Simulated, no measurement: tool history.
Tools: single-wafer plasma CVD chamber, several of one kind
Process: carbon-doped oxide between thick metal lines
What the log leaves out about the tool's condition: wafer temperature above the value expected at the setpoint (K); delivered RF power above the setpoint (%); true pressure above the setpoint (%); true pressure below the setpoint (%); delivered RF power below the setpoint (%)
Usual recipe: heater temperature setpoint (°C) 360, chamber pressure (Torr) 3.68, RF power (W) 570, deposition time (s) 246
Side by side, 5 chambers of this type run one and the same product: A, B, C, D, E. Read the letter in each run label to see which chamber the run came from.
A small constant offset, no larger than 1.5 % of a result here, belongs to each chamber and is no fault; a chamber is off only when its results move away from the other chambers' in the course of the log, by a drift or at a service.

run,day,heater temperature setpoint (°C),chamber pressure (Torr),RF power (W),deposition time (s),hours since the last thermocouple change,hours since the last RF generator calibration,hours since the last manometer calibration,"read-back reference wafer on the same gauge, thickness_nm",mean film thickness on the monitor wafer (angstrom)
1C,0.296,360,3.68,570,246,1520.2,1606.3,102.2,1320.6,12572
2A,0.746,360,3.68,570,246,1424,1813.4,2239.1,1320.3,12499
3E,1.012,360,3.68,570,246,1183.7,1627.7,2545,1321.4,12686
4B,1.212,360,3.68,570,246,204.9,890.8,1854.6,1320.6,12524
# day 1.275: chamber A: RF generator calibrated
5D,1.562,360,3.68,570,246,472.4,1845.2,839.9,1320.9,12580
6B,1.838,360,3.68,570,246,219.9,905.8,1869.6,1321.2,12541
7A,2.042,360,3.68,570,246,1455.1,18.5,2270.2,1321.8,12522
8D,2.462,360,3.21,570,246,494,1866.8,861.5,1322,12392
9C,2.838,360,3.21,570,246,1581.2,1667.3,163.2,1321.9,12350
10E,3.2,360,3.21,570,246,1236.2,1680.2,2597.5,1322.3,12473
11B,3.629,360,3.21,570,246,262.9,948.8,1912.6,1322.1,12334
12E,3.967,360,3.21,570,246,1254.6,1698.6,2615.9,1323.2,12474
13A,4.196,360,3.68,570,246,1506.8,70.2,2321.9,1322.6,12528
14D,4.483,360,3.68,570,246,542.5,1915.3,910,1323.3,12596
15C,4.921,366,3.68,510,246,1631.2,1717.3,213.2,1323.6,11576
16C,5.221,366,3.68,510,246,1638.4,1724.5,220.4,1323.3,11586
17A,5.583,366,3.68,510,246,1540.1,103.5,2355.2,1323.3,11550
18D,5.879,366,3.68,510,246,576,1948.8,943.5,1324.3,11625
19E,6.079,366,3.68,510,246,1305.3,1749.3,2666.6,1324.9,11726
20B,6.338,360,3.68,570,246,327.9,1013.8,1977.6,1324.9,12583
21E,6.775,360,3.68,570,246,1322,1766,2683.3,1325.5,12743
22C,6.983,360,3.68,570,246,1680.7,1766.8,262.7,1324.5,12593
23B,7.438,360,3.68,570,246,354.3,1040.2,2004,1324.8,12618
24A,7.679,352,3.68,570,261,1590.4,153.8,2405.5,1325.3,13608
25D,8.083,352,3.68,570,261,628.9,2001.7,996.4,1325.8,13641
26E,8.521,352,3.68,570,261,1363.9,1807.9,2725.2,1326.2,13799
27B,8.775,352,3.68,570,261,386.4,1072.3,2036.1,1326.6,13647
28D,9.196,352,3.68,570,261,655.6,2028.4,1023.1,1326.7,13628
29C,9.412,360,3.68,570,246,1739,1825.1,321,1326.6,12581
30A,9.733,360,3.68,570,246,1639.7,203.1,2454.8,1326.4,12557
31B,9.971,360,3.68,570,246,415.1,1101,2064.8,1327.6,12620
32A,10.358,360,3.68,570,246,1654.7,218.1,2469.8,1327.9,12564
33C,10.758,360,3.68,570,246,1771.3,1857.4,353.3,1328.1,12632
34E,11.138,360,3.68,570,246,1426.7,1870.7,2788,1328,12749
35D,11.446,360,3.68,570,246,709.6,2082.4,1077.1,1328.4,12631
36C,11.775,360,3.68,570,246,1795.7,1881.8,377.7,1328.1,12594
37D,12.158,360,4.04,570,271,726.7,2099.5,1094.2,1329,14066
38A,12.588,360,4.04,570,271,1708.2,271.6,2523.3,1328.9,14065

Is one chamber out of step, is the gauge drifting, or do the chambers differ by no more than their own small offsets? For an off chamber, give its letter and the likeliest cause.

The gauge drifts, so all chambers seem to drift together. No chamber is off.
Likeliest cause: gauge reads high (%) = 0.705.
